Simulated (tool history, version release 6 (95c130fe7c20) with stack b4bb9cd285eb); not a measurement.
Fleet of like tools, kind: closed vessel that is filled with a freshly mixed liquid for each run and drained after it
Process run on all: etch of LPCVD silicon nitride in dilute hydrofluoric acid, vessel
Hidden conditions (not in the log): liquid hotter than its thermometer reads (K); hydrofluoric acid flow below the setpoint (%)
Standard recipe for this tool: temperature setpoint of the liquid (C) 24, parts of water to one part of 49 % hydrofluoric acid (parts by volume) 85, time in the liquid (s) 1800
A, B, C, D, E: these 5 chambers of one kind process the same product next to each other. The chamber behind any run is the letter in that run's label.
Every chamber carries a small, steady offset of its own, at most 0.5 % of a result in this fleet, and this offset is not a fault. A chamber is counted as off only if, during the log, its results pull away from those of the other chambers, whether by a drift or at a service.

run   hour  temperature setpoint of the liquid (C)  parts of water to one part of 49 % hydrofluoric acid (parts by volume)  time in the liquid (s)  hours since the thermometer was replaced  hours since the hydrofluoric acid flow meter was replaced  read-back film thickness of the LPCVD silicon nitride reference wafer, read on the same gauge (nm)  thickness taken off the LPCVD silicon nitride on a monitor wafer (nm)
 1C      9                                      24                                                                      85                    1800                                     121.5                                                       1642                                                                                              139.97                                                                 10.243
 2E   14.7                                      24                                                                      85                    1800                                     612.5                                                     1963.7                                                                                              139.98                                                                 10.234
 3D   23.8                                      24                                                                      85                    1800                                    1024.3                                                        471                                                                                                 140                                                                 10.348
 4B   28.5                                      24                                                                      85                    1800                                    2663.8                                                      445.9                                                                                              140.03                                                                 10.252
 5A   38.6                                      24                                                                      85                    1800                                     991.8                                                      241.3                                                                                              139.98                                                                 10.338
 6A   48.5                                      24                                                                      85                    1800                                    1001.7                                                      251.2                                                                                              139.98                                                                 10.413
 7D   54.7                                      24                                                                      85                    1800                                    1055.2                                                      501.9                                                                                              140.01                                                                 10.148
 8C   59.2                                      24                                                                      85                    1800                                     171.7                                                     1692.2                                                                                                 140                                                                 10.205
 9E   69.2                                      24                                                                      50                    2635                                       667                                                     2018.2                                                                                              140.01                                                                 25.339
10B   76.1                                      24                                                                      50                    2635                                    2711.4                                                      493.5                                                                                              139.99                                                                 25.493
11E   85.9                                      24                                                                      50                    2635                                     683.7                                                     2034.9                                                                                              139.98                                                                 25.499
12D     93                                      24                                                                      50                    2635                                    1093.5                                                      540.2                                                                                              140.01                                                                 24.958
13C  101.3                                      24                                                                      50                    2635                                     213.8                                                     1734.3                                                                                              140.01                                                                 25.167
14B  110.6                                      24                                                                      85                    1125                                    2745.9                                                        528                                                                                              140.02                                                                 6.4917
     112.1  -- chamber B: thermometer replaced
15A  118.6                                      24                                                                      85                    1125                                    1071.8                                                      321.3                                                                                              140.03                                                                 6.2533
16D  128.6                                      24                                                                      85                    1125                                    1129.1                                                      575.8                                                                                              140.02                                                                 6.4138
17B  136.5                                      24                                                                      85                    1125                                      24.4                                                      553.9                                                                                              140.01                                                                 6.4623
18E  144.8                                      24                                                                      85                    1125                                     742.6                                                     2093.8                                                                                              140.01                                                                  6.379
19A  154.6                                      24                                                                      85                    1800                                    1107.8                                                      357.3                                                                                                 140                                                                 9.9647
20C  161.9                                      24                                                                      85                    1800                                     274.4                                                     1794.9                                                                                              140.02                                                                 10.289
21D  167.9                                      24                                                                      85                    1800                                    1168.4                                                      615.1                                                                                              139.98                                                                  10.36
22E  175.2                                      24                                                                      85                    1800                                       773                                                     2124.2                                                                                              140.01                                                                 10.197
23A  183.8                                      24                                                                     105                    1800                                      1137                                                      386.5                                                                                              140.02                                                                 8.0617
24C  188.4                                      24                                                                     105                    1800                                     300.9                                                     1821.4                                                                                                 140                                                                 8.3645
25B  197.1                                      24                                                                     105                    1800                                        85                                                      614.5                                                                                                 140                                                                 8.3482
26D    203                                      24                                                                     105                    1800                                    1203.5                                                      650.2                                                                                              140.02                                                                 8.3524
27B  211.8                                      24                                                                     105                    1800                                      99.7                                                      629.2                                                                                              139.99                                                                 8.3691
28C  217.6                                    21.5                                                                      85                    1800                                     330.1                                                     1850.6                                                                                                 140                                                                  8.813
     223.1  -- chamber E: hydrofluoric acid flow meter replaced
29E  226.3                                    21.5                                                                      85                    1800                                     824.1                                                        3.2                                                                                              140.02                                                                  8.652
30A  232.7                                    21.5                                                                      85                    1800                                    1185.9                                                      435.4                                                                                                 140                                                                  8.222
31B  239.2                                    21.5                                                                      85                    1800                                     127.1                                                      656.6                                                                                              140.03                                                                 8.6431

Each of the 5 chambers runs these same settings next. Fill in every chamber's results:
32A  246.6                                      24                                                                     100                    1800                                                                                                                                                                                                                                                                               ?
32B  246.6                                      24                                                                     100                    1800                                                                                                                                                                                                                                                                               ?
32C  246.6                                      24                                                                     100                    1800                                                                                                                                                                                                                                                                               ?
32D  246.6                                      24                                                                     100                    1800                                                                                                                                                                                                                                                                               ?
32E  246.6                                      24                                                                     100                    1800                                                                                                                                                                                                                                                                               ?

run  thickness taken off the LPCVD silicon nitride on a monitor wafer (nm)
32A                                                                 8.2842
32B                                                                 8.7839
32C                                                                 8.7516
32D                                                                 8.6758
32E                                                                 8.7335
